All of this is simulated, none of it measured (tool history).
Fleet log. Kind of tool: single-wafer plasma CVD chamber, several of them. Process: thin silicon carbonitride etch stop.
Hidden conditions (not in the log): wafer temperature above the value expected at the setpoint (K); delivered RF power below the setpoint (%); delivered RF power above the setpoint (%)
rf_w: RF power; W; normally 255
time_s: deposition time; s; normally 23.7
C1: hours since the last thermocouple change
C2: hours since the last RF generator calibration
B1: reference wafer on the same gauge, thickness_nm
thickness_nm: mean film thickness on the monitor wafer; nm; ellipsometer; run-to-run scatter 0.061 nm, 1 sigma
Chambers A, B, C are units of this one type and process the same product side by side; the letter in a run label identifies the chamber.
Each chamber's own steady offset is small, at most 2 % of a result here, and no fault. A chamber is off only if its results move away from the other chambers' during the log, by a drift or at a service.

{"run": "1C", "hour": 8.5, "rf_w": 255, "time_s": 23.7, "C1": 186.4, "C2": 401.6, "B1": 16.9, "thickness_nm": 14.447}
{"run": "2A", "hour": 14.6, "rf_w": 255, "time_s": 23.7, "C1": 1143.5, "C2": 2054.3, "B1": 16.9, "thickness_nm": 14.583}
{"run": "3B", "hour": 22.1, "rf_w": 255, "time_s": 23.7, "C1": 1072.3, "C2": 471.5, "B1": 16.911, "thickness_nm": 14.761}
{"run": "4C", "hour": 31.1, "rf_w": 255, "time_s": 23.7, "C1": 209, "C2": 424.2, "B1": 16.879, "thickness_nm": 14.605}
{"run": "5B", "hour": 40.3, "rf_w": 255, "time_s": 23.7, "C1": 1090.5, "C2": 489.7, "B1": 16.907, "thickness_nm": 14.77}
{"run": "6A", "hour": 50.3, "rf_w": 255, "time_s": 23.7, "C1": 1179.2, "C2": 2090, "B1": 16.898, "thickness_nm": 14.623}
{"run": "7C", "hour": 59.7, "rf_w": 255, "time_s": 23.7, "C1": 237.6, "C2": 452.8, "B1": 16.882, "thickness_nm": 14.441}
{"run": "8B", "hour": 66.4, "rf_w": 255, "time_s": 23.7, "C1": 1116.6, "C2": 515.8, "B1": 16.882, "thickness_nm": 14.777}
{"run": "9A", "hour": 76.4, "rf_w": 255, "time_s": 23.7, "C1": 1205.3, "C2": 2116.1, "B1": 16.907, "thickness_nm": 14.682}
{"run": "10A", "hour": 86.4, "rf_w": 255, "time_s": 25.8, "C1": 1215.3, "C2": 2126.1, "B1": 16.902, "thickness_nm": 15.781}
{"run": "11C", "hour": 93.0, "rf_w": 255, "time_s": 25.8, "C1": 270.9, "C2": 486.1, "B1": 16.906, "thickness_nm": 15.894}
{"run": "12B", "hour": 102.3, "rf_w": 255, "time_s": 25.8, "C1": 1152.5, "C2": 551.7, "B1": 16.904, "thickness_nm": 16.174}
{"run": "13B", "hour": 108.4, "rf_w": 255, "time_s": 23.7, "C1": 1158.6, "C2": 557.8, "B1": 16.898, "thickness_nm": 14.707}
{"run": "14A", "hour": 120.3, "rf_w": 255, "time_s": 20.7, "C1": 1249.2, "C2": 2160, "B1": 16.9, "thickness_nm": 12.792}
{"run": "15C", "hour": 126.1, "rf_w": 255, "time_s": 20.7, "C1": 304, "C2": 519.2, "B1": 16.91, "thickness_nm": 12.665}
{"run": "16A", "hour": 133.2, "rf_w": 255, "time_s": 20.7, "C1": 1262.1, "C2": 2172.9, "B1": 16.9, "thickness_nm": 12.862}
{"run": "17B", "hour": 142.9, "rf_w": 255, "time_s": 23.7, "C1": 1193.1, "C2": 592.3, "B1": 16.908, "thickness_nm": 14.915}
{"run": "18C", "hour": 148.9, "rf_w": 255, "time_s": 23.7, "C1": 326.8, "C2": 542, "B1": 16.908, "thickness_nm": 14.52}
{"run": "19C", "hour": 155.9, "rf_w": 255, "time_s": 23.7, "C1": 333.8, "C2": 549, "B1": 16.891, "thickness_nm": 14.512}
{"run": "20B", "hour": 162.5, "rf_w": 255, "time_s": 23.7, "C1": 1212.7, "C2": 611.9, "B1": 16.901, "thickness_nm": 14.844}
{"run": "21A", "hour": 169.2, "rf_w": 255, "time_s": 23.7, "C1": 1298.1, "C2": 2208.9, "B1": 16.89, "thickness_nm": 14.443}

All chambers now run identical settings, listed one chamber a line with results as question marks. What results will each chamber show?
{"run": "22A", "hour": 178.3, "rf_w": 255, "time_s": 23.7, "thickness_nm": "?"}
{"run": "22B", "hour": 178.3, "rf_w": 255, "time_s": 23.7, "thickness_nm": "?"}
{"run": "22C", "hour": 178.3, "rf_w": 255, "time_s": 23.7, "thickness_nm": "?"}

run=22A thickness_nm=14.57
run=22B thickness_nm=14.644
run=22C thickness_nm=14.618

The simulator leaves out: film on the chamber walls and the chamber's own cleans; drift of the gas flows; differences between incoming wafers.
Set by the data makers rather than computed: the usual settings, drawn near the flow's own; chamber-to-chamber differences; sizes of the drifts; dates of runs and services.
